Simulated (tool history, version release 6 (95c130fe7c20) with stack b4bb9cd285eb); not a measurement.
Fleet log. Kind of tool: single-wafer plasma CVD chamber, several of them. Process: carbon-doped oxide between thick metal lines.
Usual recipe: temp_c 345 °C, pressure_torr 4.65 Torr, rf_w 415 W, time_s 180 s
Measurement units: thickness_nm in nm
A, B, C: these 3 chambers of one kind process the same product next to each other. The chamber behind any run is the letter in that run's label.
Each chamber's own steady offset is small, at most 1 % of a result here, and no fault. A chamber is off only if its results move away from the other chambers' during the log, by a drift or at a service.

run	hour	temp_c	pressure_torr	rf_w	time_s	hours since the last thermocouple change	hours since the last RF generator calibration	hours since the last manometer calibration	read-back reference wafer on the same gauge, thickness_nm	thickness_nm
1B	10.6	345	4.65	415	180	1359.4	1016.2	1836.4	710.76	798.65
2C	15.8	345	4.65	415	180	1221.9	450.5	1201.7	710.11	796.65
3A	21.5	345	4.65	415	180	1944.7	558.8	1347.9	709.60	797.57
4B	33.4	345	4.65	415	180	1382.2	1039.0	1859.2	709.82	801.05
5A	41.1	345	4.65	415	180	1964.3	578.4	1367.5	710.44	794.87
6C	47.1	345	4.65	415	180	1253.2	481.8	1233.0	709.42	793.87
7B	53.0	345	4.65	415	180	1401.8	1058.6	1878.8	710.49	795.09
8A	58.8	345	4.65	415	180	1982.0	596.1	1385.2	709.67	797.22
9C	64.1	345	4.65	415	180	1270.2	498.8	1250.0	709.71	794.66
10B	75.0	345	4.65	415	180	1423.8	1080.6	1900.8	709.34	797.15
11A	85.4	345	4.65	415	180	2008.6	622.7	1411.8	710.34	796.40
12C	96.1	345	4.65	415	180	1302.2	530.8	1282.0	709.52	784.45
13B	101.4	345	4.65	415	180	1450.2	1107.0	1927.2	710.04	801.89
14C	108.9	345	4.65	415	180	1315.0	543.6	1294.8	710.24	783.12
15A	118.1	345	4.65	415	180	2041.3	655.4	1444.5	710.07	803.09
16C	129.0	345	4.65	415	180	1335.1	563.7	1314.9	710.37	774.45
17B	134.6	345	4.65	415	180	1483.4	1140.2	1960.4	710.09	798.31
18A	139.8	345	4.65	415	180	2063.0	677.1	1466.2	709.73	801.75
19A	148.0	345	4.65	415	180	2071.2	685.3	1474.4	710.37	799.03
20B	153.3	345	4.65	415	180	1502.1	1158.9	1979.1	710.62	802.25
21C	160.9	345	4.65	415	180	1367.0	595.6	1346.8	709.09	777.83
22C	171.7	345	4.65	415	180	1377.8	606.4	1357.6	710.26	762.73
23A	182.9	345	4.65	415	180	2106.1	720.2	1509.3	708.86	800.08
24B	192.6	345	4.65	415	180	1541.4	1198.2	2018.4	709.84	804.09

Has any chamber moved away from the others, gradually or after a service, or does the common gauge drift, or do the chambers differ only by their own small steady offsets? State the chamber and the most likely cause if one applies.

Little by little, chamber C moves away from the other chambers.
Most likely cause: delivered RF power below the setpoint (%) = 6.12.

Below are 4 candidate recipes for chamber C's next run, each the usual settings with a change, their results shown as question marks. Which of them brings C's results back in line with what the other chambers give on the usual settings?
In line means no further than this from the other chambers' mean on the usual settings: thickness_nm 13.00 nm
25C-1	201.1	365	4.65	415	180					?
25C-2	201.1	325	4.65	415	180					?
25C-3	201.1	345	4.63	410	177					?
25C-4	201.1	345	4.65	430	180					?

Mean of the other chambers on the usual settings: thickness_nm 799.38 nm
run	thickness_nm
25C-1	722.10
25C-2	804.03
25C-3	738.09
25C-4	777.91
It is 25C-2 that realigns the chamber with its peers.

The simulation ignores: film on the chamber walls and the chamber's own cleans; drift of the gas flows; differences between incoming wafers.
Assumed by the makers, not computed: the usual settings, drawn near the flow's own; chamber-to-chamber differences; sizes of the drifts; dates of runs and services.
